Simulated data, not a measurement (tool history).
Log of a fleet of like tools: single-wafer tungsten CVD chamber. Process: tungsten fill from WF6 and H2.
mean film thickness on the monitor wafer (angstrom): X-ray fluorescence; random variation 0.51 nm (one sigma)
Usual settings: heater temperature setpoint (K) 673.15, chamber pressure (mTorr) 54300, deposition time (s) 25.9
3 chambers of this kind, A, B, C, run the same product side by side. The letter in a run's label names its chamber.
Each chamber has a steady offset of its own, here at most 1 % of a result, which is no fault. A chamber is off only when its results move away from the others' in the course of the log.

| run | hour | heater temperature setpoint (K) | chamber pressure (mTorr) | deposition time (s) | read-back reference wafer on the same gauge, thickness_nm | mean film thickness on the monitor wafer (angstrom) |
|---|---|---|---|---|---|---|
| 1C | 7.2 | 673.15 | 54300 | 25.9 | 108.45 | 994.06 |
| 2A | 12.7 | 673.15 | 54300 | 25.9 | 108.35 | 989.04 |
| 3B | 19.9 | 673.15 | 54300 | 25.9 | 108.33 | 992.13 |
| 4B | 25.8 | 673.15 | 54300 | 25.9 | 108.48 | 1002.8 |
| 5C | 33.3 | 673.15 | 54300 | 25.9 | 108.41 | 994.41 |
| 6A | 40 | 673.15 | 54300 | 25.9 | 108.34 | 991.21 |
|  | 45 | chamber B: thermocouple changed; heater temperature recalibrated |
| 7A | 47.3 | 673.15 | 54300 | 25.9 | 108.57 | 993.64 |
| 8C | 52.9 | 673.15 | 54300 | 25.9 | 108.41 | 987.94 |
| 9B | 57.9 | 673.15 | 54300 | 30.4 | 108.53 | 1092.8 |
| 10C | 63.7 | 673.15 | 54300 | 30.4 | 108.4 | 1162.1 |
| 11B | 70.3 | 673.15 | 54300 | 30.4 | 108.43 | 1103.4 |
| 12A | 75.8 | 673.15 | 54300 | 25.9 | 108.45 | 995.38 |
| 13B | 82.5 | 673.15 | 54300 | 25.9 | 108.39 | 920.07 |
| 14C | 89.7 | 673.15 | 54300 | 25.9 | 108.3 | 990.18 |
| 15A | 93.2 | 673.15 | 54300 | 25.9 | 108.43 | 988.98 |
| 16C | 100 | 673.15 | 54300 | 25.9 | 108.44 | 991.45 |
| 17B | 107.3 | 673.15 | 54300 | 25.9 | 108.36 | 932.7 |
| 18A | 113.7 | 673.15 | 54300 | 25.9 | 108.46 | 995.34 |
| 19A | 117.4 | 673.15 | 54300 | 25.9 | 108.5 | 986.45 |
| 20B | 120.7 | 673.15 | 54300 | 25.9 | 108.41 | 938.99 |
| 21C | 126.3 | 673.15 | 54300 | 25.9 | 108.41 | 983.66 |
| 22B | 131.7 | 673.15 | 54300 | 25.9 | 108.43 | 936.27 |
| 23A | 135.1 | 673.15 | 54300 | 25.9 | 108.4 | 984.96 |
| 24C | 142 | 673.15 | 54300 | 25.9 | 108.38 | 983.68 |
| 25C | 147.2 | 673.15 | 54300 | 25.9 | 108.19 | 986.18 |

Next, every chamber runs the same settings. What will each give?
| 26A | 152.5 | 673.15 | 54300 | 25.9 |  | ? |
| 26B | 152.5 | 673.15 | 54300 | 25.9 |  | ? |
| 26C | 152.5 | 673.15 | 54300 | 25.9 |  | ? |

| run | mean film thickness on the monitor wafer (angstrom) |
|---|---|
| 26A | 984.6 |
| 26B | 935.27 |
| 26C | 997.81 |
